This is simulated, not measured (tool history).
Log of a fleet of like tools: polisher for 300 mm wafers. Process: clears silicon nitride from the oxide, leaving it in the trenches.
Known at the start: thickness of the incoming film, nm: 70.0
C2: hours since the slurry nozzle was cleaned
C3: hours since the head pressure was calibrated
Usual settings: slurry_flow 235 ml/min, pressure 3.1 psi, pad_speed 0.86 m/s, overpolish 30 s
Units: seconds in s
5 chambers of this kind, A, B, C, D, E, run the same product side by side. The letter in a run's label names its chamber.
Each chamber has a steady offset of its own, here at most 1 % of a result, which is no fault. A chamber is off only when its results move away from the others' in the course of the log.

Run 1C, day 0.542: usual settings; wafers polished on this pad 967; C2 174.5; C3 35.4. Result: seconds 92.26 s.
At day 0.9: chamber C: worn pad replaced by a new one.
At day 0.912: chamber D: worn pad replaced by a new one.
Run 2A, day 0.942: usual settings; wafers polished on this pad 431; C2 59.1; C3 1081.6. Result: seconds 92.203 s.
At day 1.271: chamber E: worn pad replaced by a new one.
Run 3D, day 1.312: usual settings; wafers polished on this pad 95; C2 284; C3 72.7. Result: seconds 92.521 s.
At day 1.329: chamber A: head pressure recalibrated.
Run 4B, day 1.742: usual settings; wafers polished on this pad 632; C2 105.9; C3 145.9. Result: seconds 91.174 s.
Run 5E, day 2.379: usual settings; wafers polished on this pad 263; C2 123.2; C3 340.7. Result: seconds 91.695 s.
At day 2.704: chamber B: worn pad replaced by a new one.
Run 6E, day 2.725: usual settings; wafers polished on this pad 345; C2 131.5; C3 349. Result: seconds 93.124 s.
Run 7C, day 3.317: usual settings; wafers polished on this pad 573; C2 241.1; C3 102. Result: seconds 93.086 s.
At day 3.342: chamber A: worn pad replaced by a new one.
Run 8D, day 3.633: usual settings; wafers polished on this pad 645; C2 339.7; C3 128.4. Result: seconds 92.404 s.
Run 9B, day 3.938: usual settings; wafers polished on this pad 292; C2 158.6; C3 198.6. Result: seconds 93.515 s.
At day 4.538: chamber C: worn pad replaced by a new one.
Run 10A, day 4.608: usual settings; wafers polished on this pad 301; C2 147.1; C3 78.8. Result: seconds 93.747 s.
Run 11A, day 4.929: usual settings; wafers polished on this pad 377; C2 154.8; C3 86.5. Result: seconds 91.601 s.
Run 12E, day 5.275: usual settings; wafers polished on this pad 949; C2 192.7; C3 410.2. Result: seconds 93.004 s.
At day 5.479: chamber E: worn pad replaced by a new one.
Run 13D, day 5.696: usual settings; wafers polished on this pad 1134; C2 389.2; C3 177.9. Result: seconds 92.82 s.
At day 5.867: chamber B: worn pad replaced by a new one.
Run 14C, day 6.25: usual settings; wafers polished on this pad 406; C2 311.5; C3 172.4. Result: seconds 90.318 s.
Run 15B, day 6.696: usual settings; wafers polished on this pad 197; C2 224.8; C3 264.8. Result: seconds 92.582 s.
At day 6.7: chamber D: worn pad replaced by a new one.
Run 16E, day 7.167: usual settings but overpolish 44 s; wafers polished on this pad 400; C2 238.1; C3 455.6. Result: seconds 92.017 s.
At day 7.283: chamber A: worn pad replaced by a new one.
Run 17A, day 7.496: usual settings but overpolish 44 s; wafers polished on this pad 50; C2 216.4; C3 148.1. Result: seconds 91.981 s.
At day 7.65: chamber E: slurry nozzle cleaned.
Run 18C, day 7.862: usual settings but overpolish 44 s; wafers polished on this pad 788; C2 350.2; C3 211.1. Result: seconds 94.001 s.
Run 19B, day 8.383: usual settings but overpolish 44 s; wafers polished on this pad 597; C2 265.3; C3 305.3. Result: seconds 94.222 s.
At day 8.717: chamber B: head pressure recalibrated.
At day 9.025: chamber C: worn pad replaced by a new one.
Run 20D, day 9.038: usual settings but overpolish 44 s; wafers polished on this pad 554; C2 469.4; C3 258.1. Result: seconds 91.101 s.
At day 9.088: chamber E: worn pad replaced by a new one.
Run 21B, day 9.425: usual settings; wafers polished on this pad 844; C2 290.3; C3 17.1. Result: seconds 92.186 s.
Run 22C, day 9.929: usual settings; wafers polished on this pad 214; C2 399.8; C3 260.7. Result: seconds 91.721 s.
At day 10.038: chamber B: worn pad replaced by a new one.
Run 23A, day 10.492: usual settings; wafers polished on this pad 761; C2 288.3; C3 220. Result: seconds 93.638 s.
At day 10.746: chamber A: worn pad replaced by a new one.
Run 24E, day 11.008: usual settings; wafers polished on this pad 455; C2 80.7; C3 547.8. Result: seconds 93.257 s.
Run 25D, day 11.575: usual settings; wafers polished on this pad 1155; C2 530.3; C3 319. Result: seconds 93.422 s.
Run 26B, day 12.212: usual settings but overpolish 38 s; wafers polished on this pad 515; C2 357.2; C3 84. Result: seconds 92.815 s.
At day 12.421: chamber E: worn pad replaced by a new one.
At day 12.588: chamber D: worn pad replaced by a new one.
Run 27C, day 12.854: usual settings but overpolish 38 s; wafers polished on this pad 907; C2 470; C3 330.9. Result: seconds 91.933 s.
At day 13.046: chamber C: worn pad replaced by a new one.
At day 13.204: chamber B: worn pad replaced by a new one.
Run 28E, day 13.512: usual settings but overpolish 38 s; wafers polished on this pad 259; C2 140.8; C3 607.9. Result: seconds 95.474 s.
Run 29D, day 13.838: usual settings but overpolish 38 s; wafers polished on this pad 296; C2 584.6; C3 373.3. Result: seconds 92.971 s.
At day 14.088: chamber A: worn pad replaced by a new one.
Run 30A, day 14.229: usual settings but overpolish 38 s; wafers polished on this pad 33; C2 378; C3 309.7. Result: seconds 90.584 s.
Run 31E, day 14.533: usual settings but pad_speed 0.66 m/s, overpolish 36 s; wafers polished on this pad 501; C2 165.3; C3 632.4. Result: seconds 122.34 s.
At day 14.542: chamber B: slurry nozzle cleaned.
Run 32B, day 15: usual settings but pad_speed 0.66 m/s, overpolish 36 s; wafers polished on this pad 425; C2 11; C3 150.9. Result: seconds 120.71 s.
Run 33C, day 15.375: usual settings but pad_speed 0.66 m/s, overpolish 36 s; wafers polished on this pad 552; C2 530.5; C3 391.4. Result: seconds 120.04 s.
Run 34A, day 15.812: usual settings but pad_speed 0.66 m/s, overpolish 36 s; wafers polished on this pad 408; C2 416; C3 347.7. Result: seconds 123.41 s.
Run 35D, day 16.408: usual settings but pad_speed 0.66 m/s, overpolish 36 s; wafers polished on this pad 905; C2 646.3; C3 435. Result: seconds 121.96 s.
At day 16.583: chamber E: worn pad replaced by a new one.
At day 16.725: chamber E: slurry nozzle cleaned.
Run 36C, day 17.042: usual settings; wafers polished on this pad 947; C2 570.5; C3 431.4. Result: seconds 92.038 s.
At day 17.188: chamber B: worn pad replaced by a new one.
At day 17.312: chamber A: worn pad replaced by a new one.
Run 37E, day 17.521: usual settings; wafers polished on this pad 222; C2 19.1; C3 704.1. Result: seconds 91.122 s.
Run 38A, day 18.029: usual settings; wafers polished on this pad 169; C2 469.2; C3 400.9. Result: seconds 92.143 s.
Run 39B, day 18.388: usual settings; wafers polished on this pad 284; C2 92.3; C3 232.2. Result: seconds 92.157 s.

Is one chamber off against the others, does the gauge drift, or is nothing wrong? If a chamber is off, say which, and what the likeliest cause is.

No chamber stands off beyond its own small offset, and the gauge holds steady.
